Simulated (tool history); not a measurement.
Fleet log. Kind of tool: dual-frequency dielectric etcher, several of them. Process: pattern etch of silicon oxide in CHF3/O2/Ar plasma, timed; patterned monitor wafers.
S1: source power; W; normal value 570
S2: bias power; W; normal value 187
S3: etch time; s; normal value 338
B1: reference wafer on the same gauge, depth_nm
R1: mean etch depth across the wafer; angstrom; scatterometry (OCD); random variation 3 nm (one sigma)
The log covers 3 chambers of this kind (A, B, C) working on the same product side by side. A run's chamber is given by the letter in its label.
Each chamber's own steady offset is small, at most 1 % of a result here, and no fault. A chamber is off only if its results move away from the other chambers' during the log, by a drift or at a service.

run   hour   S1   S2   S3      B1      R1
 1A    6.5  570  187  338  622.53  6603.5
       8.8  -- chamber A: wet clean of the chamber
      12.8  -- chamber B: wet clean of the chamber
 2B   12.9  570  187  338  623.22  6670.0
 3C   20.6  570  187  338  623.46  6683.4
 4C   27.8  570  187  338  623.82  6649.2
      32.5  -- chamber A: source power generator calibrated
 5B   36.1  570  187  338  622.03  6653.8
 6A   42.3  570  187  338  622.68  6659.3
      44.9  -- chamber C: source power generator calibrated
 7B   48.5  570  187  338  622.99  6734.9
 8C   55.9  570  187  338  622.72  6702.0
 9A   65.8  570  187  338  622.76  6662.2
10B   75.8  570  187  338  623.47  6697.5
11C   81.0  570  187  338  622.87  6622.1
12A   90.6  570  187  338  622.20  6666.4
      93.2  -- chamber B: source power generator calibrated
13A   99.5  570  187  338  622.40  6625.6
14B  109.6  570  187  338  622.46  6634.7
15C  116.5  570  187  338  623.00  6613.7
16B  124.6  570  187  338  623.62  6654.3
17A  130.4  490  163  338  622.83  6032.7
18C  137.8  490  163  338  621.76  5988.3
19A  145.2  490  163  338  622.17  5998.9
20B  150.8  570  187  338  622.75  6751.7
21C  155.3  570  216  338  623.14  6977.6
22C  164.0  570  216  338  622.25  6925.0
23A  168.4  570  216  338  622.85  6908.7
24B  176.4  570  187  338  622.02  6593.6
25C  182.9  570  187  338  623.39  6680.7
26B  192.2  570  187  338  622.70  6641.8
27A  196.6  570  187  338  623.28  6644.0
28C  202.1  570  187  338  622.48  6690.2
29B  211.9  570  187  338  623.36  6636.8
30A  220.2  570  187  338  623.13  6619.5
31A  225.1  570  187  338  623.09  6584.1
32B  234.6  570  187  338  623.43  6668.3

Next, all 3 chambers run the settings below, one line each with question marks for the results. What does each chamber give?
33A  241.9  700  187  338       ?
33B  241.9  700  187  338       ?
33C  241.9  700  187  338       ?

run      R1
33A  7185.5
33B  7281.0
33C  7172.6
